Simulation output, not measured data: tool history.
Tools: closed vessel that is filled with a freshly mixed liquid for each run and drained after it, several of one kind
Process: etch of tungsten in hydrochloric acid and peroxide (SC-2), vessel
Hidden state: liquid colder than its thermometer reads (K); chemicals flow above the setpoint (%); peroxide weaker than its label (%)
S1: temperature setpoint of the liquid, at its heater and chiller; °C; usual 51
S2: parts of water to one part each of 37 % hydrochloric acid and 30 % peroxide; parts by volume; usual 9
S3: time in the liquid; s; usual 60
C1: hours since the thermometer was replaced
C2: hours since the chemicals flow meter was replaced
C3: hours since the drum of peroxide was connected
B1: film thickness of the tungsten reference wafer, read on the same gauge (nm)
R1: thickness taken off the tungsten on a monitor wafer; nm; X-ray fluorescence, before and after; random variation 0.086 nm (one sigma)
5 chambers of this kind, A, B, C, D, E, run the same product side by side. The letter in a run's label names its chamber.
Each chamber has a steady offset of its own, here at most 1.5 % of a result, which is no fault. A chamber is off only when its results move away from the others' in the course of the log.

run,hour,S1,S2,S3,C1,C2,C3,B1,R1
1D,5,51,9,60,448.5,1218.8,192.2,90.005,12.073
2C,10,51,9,60,1324.8,1270.5,340.8,90.004,12.318
3E,14.7,51,9,60,798.6,1700.4,865.7,89.952,12.291
4A,19.6,51,9,60,401,286.6,1018.3,89.968,12.242
5B,26.6,47,9,60,102.8,640.8,122.4,89.997,9.3882
6A,31.4,47,9,60,412.8,298.4,1030.1,89.993,9.4626
7E,37.8,47,9,60,821.7,1723.5,888.8,90.014,9.4498
8B,45.8,47,9,60,122,660,141.6,90.003,9.5065
9D,50.4,47,9,60,493.9,1264.2,237.6,90.033,9.4193
10C,59,51,9,40,1373.8,1319.5,389.8,90.009,8.2137
11E,63.7,51,9,40,847.6,1749.4,914.7,90,8.1356
12D,69.3,51,9,40,512.8,1283.1,256.5,89.949,8.1212
13B,74.4,51,9,40,150.6,688.6,170.2,90.047,8.1716
14A,79.8,51,9,40,461.2,346.8,1078.5,89.988,8.1759
# hour 86.8: chamber A: new drum of peroxide connected
15C,88.4,51,9,60,1403.2,1348.9,419.2,89.994,12.399
16D,95.3,60,9,35,538.8,1309.1,282.5,89.957,12.753
17A,103.1,60,9,35,484.5,370.1,16.4,89.99,12.862
18B,107.5,60,9,35,183.7,721.7,203.3,89.989,12.727
19C,115.3,60,9,35,1430.1,1375.8,446.1,90.009,12.761
20E,121,60,9,35,904.9,1806.7,972,90.007,12.739
# hour 126.1: chamber A: chemicals flow meter replaced
21E,126.9,51,11.5,60,910.8,1812.6,977.9,90.019,10.004
22D,135.6,51,11.5,60,579.1,1349.4,322.8,90.022,10.059
23A,144.4,51,11.5,60,525.8,18.3,57.7,89.991,10.035
24B,149.7,51,11.5,60,225.9,763.9,245.5,89.988,10.062
25C,154.4,51,11.5,60,1469.2,1414.9,485.2,89.96,10.047
26A,159.2,51,9,60,540.6,33.1,72.5,90.019,12.13
27B,163.4,51,9,60,239.6,777.6,259.2,90.006,12.382
28C,171.1,51,9,60,1485.9,1431.6,501.9,89.99,12.374
29E,176.6,51,9,60,960.5,1862.3,1027.6,90.019,12.119
30D,184.5,51,9,60,628,1398.3,371.7,89.997,12.239
# hour 186.2: chamber E: new drum of peroxide connected
31A,190.8,51,9,60,572.2,64.7,104.1,90.003,12.361
# hour 196.5: chamber B: chemicals flow meter replaced
32C,197.2,51,9,60,1512,1457.7,528,90.023,12.268
33B,203.9,51,9,60,280.1,7.4,299.7,89.987,12.192
# hour 204.9: chamber D: new drum of peroxide connected
34E,209.9,51,9,60,993.8,1895.6,23.7,89.999,12.261
35D,214.5,51,9,60,658,1428.3,9.7,89.966,12.342
36B,218.4,51,9,60,294.6,21.9,314.2,89.98,12.37
37D,223.8,51,9,60,667.3,1437.6,19,89.966,12.236
38A,229.2,51,7,60,610.6,103.1,142.5,89.994,14.933
39E,237.4,51,7,60,1021.3,1923.1,51.2,90.004,14.796
40C,243.4,51,7,60,1558.2,1503.9,574.2,89.952,15.098

What goes on in this fleet: one chamber off, a drifting gauge, or nothing beyond the chambers' own small offsets? Name the chamber and the cause, if any.

No chamber stands off beyond its own small offset, and the gauge holds steady.

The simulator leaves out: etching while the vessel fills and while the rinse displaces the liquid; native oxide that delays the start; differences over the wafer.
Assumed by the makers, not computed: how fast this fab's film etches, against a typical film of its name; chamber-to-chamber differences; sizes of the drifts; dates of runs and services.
